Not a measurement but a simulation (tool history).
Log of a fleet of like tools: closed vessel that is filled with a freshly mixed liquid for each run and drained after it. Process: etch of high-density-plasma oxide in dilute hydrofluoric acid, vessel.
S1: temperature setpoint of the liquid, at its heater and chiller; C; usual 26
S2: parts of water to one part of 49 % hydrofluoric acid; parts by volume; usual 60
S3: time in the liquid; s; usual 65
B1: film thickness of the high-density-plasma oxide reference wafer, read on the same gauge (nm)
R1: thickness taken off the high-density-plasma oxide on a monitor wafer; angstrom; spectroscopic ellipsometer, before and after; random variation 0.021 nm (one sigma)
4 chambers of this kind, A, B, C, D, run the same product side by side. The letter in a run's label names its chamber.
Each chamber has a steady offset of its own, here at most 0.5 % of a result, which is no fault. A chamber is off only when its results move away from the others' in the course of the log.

| run | hour | S1 | S2 | S3 | B1 | R1 |
|---|---|---|---|---|---|---|
| 1A | 2.1 | 26 | 60 | 65 | 100.000 | 63.134 |
| 2C | 5.7 | 26 | 60 | 65 | 99.995 | 62.589 |
| 3B | 8.5 | 26 | 60 | 65 | 99.990 | 63.014 |
|  | 11.2 | chamber B: thermometer replaced |
| 4D | 11.6 | 26 | 60 | 65 | 100.000 | 63.113 |
| 5D | 13.8 | 26 | 60 | 65 | 99.961 | 62.884 |
| 6A | 15.7 | 26 | 60 | 65 | 100.000 | 63.145 |
| 7B | 17.6 | 26 | 60 | 65 | 100.010 | 63.043 |
| 8C | 19.9 | 26 | 60 | 65 | 100.010 | 62.887 |
| 9C | 21.9 | 26 | 60 | 65 | 100.020 | 62.896 |
| 10D | 25.9 | 26 | 60 | 65 | 100.040 | 62.958 |
| 11B | 28.0 | 26 | 60 | 65 | 100.000 | 63.370 |
| 12A | 31.2 | 26 | 60 | 65 | 100.010 | 63.493 |
| 13B | 33.7 | 26 | 60 | 65 | 99.989 | 63.335 |
| 14D | 36.1 | 26 | 60 | 45 | 100.010 | 43.343 |
| 15A | 39.5 | 26 | 60 | 45 | 100.010 | 43.628 |
| 16C | 43.2 | 26 | 60 | 45 | 100.040 | 43.571 |
| 17B | 45.4 | 26 | 60 | 45 | 100.030 | 44.003 |
| 18A | 49.4 | 26 | 40 | 65 | 99.970 | 97.511 |
| 19C | 51.7 | 26 | 40 | 65 | 99.997 | 96.289 |
| 20D | 54.1 | 26 | 40 | 65 | 100.020 | 95.754 |
| 21C | 57.7 | 26 | 40 | 65 | 99.994 | 96.366 |
| 22A | 60.1 | 26 | 60 | 65 | 99.983 | 63.284 |
| 23B | 62.3 | 26 | 60 | 65 | 99.995 | 63.288 |
| 24D | 66.4 | 26 | 60 | 65 | 100.010 | 61.589 |
| 25C | 69.0 | 26 | 60 | 65 | 100.020 | 62.863 |
| 26A | 71.3 | 26 | 60 | 65 | 100.010 | 62.895 |
| 27D | 73.9 | 26 | 60 | 65 | 100.030 | 61.055 |
| 28B | 78.0 | 26 | 60 | 30 | 99.987 | 29.239 |
| 29B | 80.3 | 26 | 60 | 30 | 99.975 | 29.069 |
| 30A | 82.6 | 26 | 60 | 30 | 100.010 | 29.111 |

Is one chamber off against the others, does the gauge drift, or is nothing wrong? If a chamber is off, say which, and what the likeliest cause is.

Chamber D drifts away from the others.
Cause: hydrofluoric acid flow below the setpoint (%) = 3.68.
The log may not tell that from: liquid colder than its thermometer reads (K).

Here are 4 candidates for chamber D's next run, each the usual settings with a change, their results left as question marks. Which one brings its results back in line with what the others give on the usual settings?
In line means no further than this from the other chambers' mean on the usual settings: R1 0.730 angstrom
| 31D-1 | 85.7 | 25 | 60 | 65 |  | ? |
| 31D-2 | 85.7 | 27 | 60 | 65 |  | ? |
| 31D-3 | 85.7 | 28 | 60 | 65 |  | ? |
| 31D-4 | 85.7 | 26 | 60 | 60 |  | ? |

The other chambers' mean on the usual settings: R1 63.073 angstrom
| run | R1 |
|---|---|
| 31D-1 | 58.275 |
| 31D-2 | 63.190 |
| 31D-3 | 65.743 |
| 31D-4 | 56.024 |
31D-2 brings the chamber back in line.

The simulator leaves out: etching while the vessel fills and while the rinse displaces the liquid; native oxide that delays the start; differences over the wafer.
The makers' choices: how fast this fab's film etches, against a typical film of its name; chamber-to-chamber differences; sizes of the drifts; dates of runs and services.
